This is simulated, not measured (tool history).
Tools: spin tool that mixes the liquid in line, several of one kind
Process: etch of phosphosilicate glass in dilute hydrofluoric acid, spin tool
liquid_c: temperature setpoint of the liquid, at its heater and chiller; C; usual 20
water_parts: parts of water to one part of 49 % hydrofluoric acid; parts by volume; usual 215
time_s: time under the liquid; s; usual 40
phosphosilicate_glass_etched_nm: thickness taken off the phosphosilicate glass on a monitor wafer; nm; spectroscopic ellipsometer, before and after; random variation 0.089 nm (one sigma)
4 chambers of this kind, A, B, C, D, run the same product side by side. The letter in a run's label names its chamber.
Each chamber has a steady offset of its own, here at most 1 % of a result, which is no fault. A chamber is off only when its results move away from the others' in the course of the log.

run	hour	liquid_c	water_parts	time_s	hours since the thermometer was replaced	hours since the hydrofluoric acid flow meter was replaced	read-back film thickness of the phosphosilicate glass reference wafer, read on the same gauge (nm)	phosphosilicate_glass_etched_nm
1A	8.6	20	215	40	135.1	1983.6	130.01	11.847
2C	13.9	20	215	40	39.3	1100	130	11.77
3D	23.2	20	215	40	733.9	1783.9	129.98	11.907
4B	31.5	20	215	40	222.8	57.1	129.98	11.952
5B	37.9	23.5	215	40	229.2	63.5	129.99	13.526
6A	43.8	23.5	215	40	170.3	2018.8	130.02	13.413
7C	49.6	23.5	215	40	75	1135.7	129.98	13.444
8D	56.2	23.5	215	40	766.9	1816.9	130	13.461
9B	64.6	20	215	40	255.9	90.2	129.99	11.79
10C	73.7	20	215	40	99.1	1159.8	130	11.771
11D	82	20	215	40	792.7	1842.7	130.01	11.779
12A	91.3	20	215	40	217.8	2066.3	130.01	11.871
13A	97.5	20	215	40	224	2072.5	129.99	11.769
14D	103.5	20	215	40	814.2	1864.2	130	11.778
15C	109	20	215	40	134.4	1195.1	129.98	11.667
16B	113.3	20	215	40	304.6	138.9	130	11.927
17C	117.8	20	215	40	143.2	1203.9	130	11.911
18D	124.9	20	215	40	835.6	1885.6	130.03	11.872
19A	130.6	20	215	40	257.1	2105.6	129.98	11.887
# hour 131.7: chamber C: hydrofluoric acid flow meter replaced
20B	135.4	20	215	40	326.7	161	129.99	11.74
21D	140	20	215	40	850.7	1900.7	129.99	11.719
22A	146	20	215	40	272.5	2121	130	11.947
23B	153.7	20	215	40	345	179.3	129.96	11.74
24C	162.9	20	215	40	188.3	31.2	129.98	11.727
25A	171.3	20	215	40	297.8	2146.3	129.98	11.717
26D	178.9	20	215	40	889.6	1939.6	130.01	11.635
27B	187.4	20	215	40	378.7	213	130	11.733

What goes on in this fleet: one chamber off, a drifting gauge, or nothing beyond the chambers' own small offsets? Name the chamber and the cause, if any.

No chamber stands off beyond its own small offset, and the gauge holds steady.
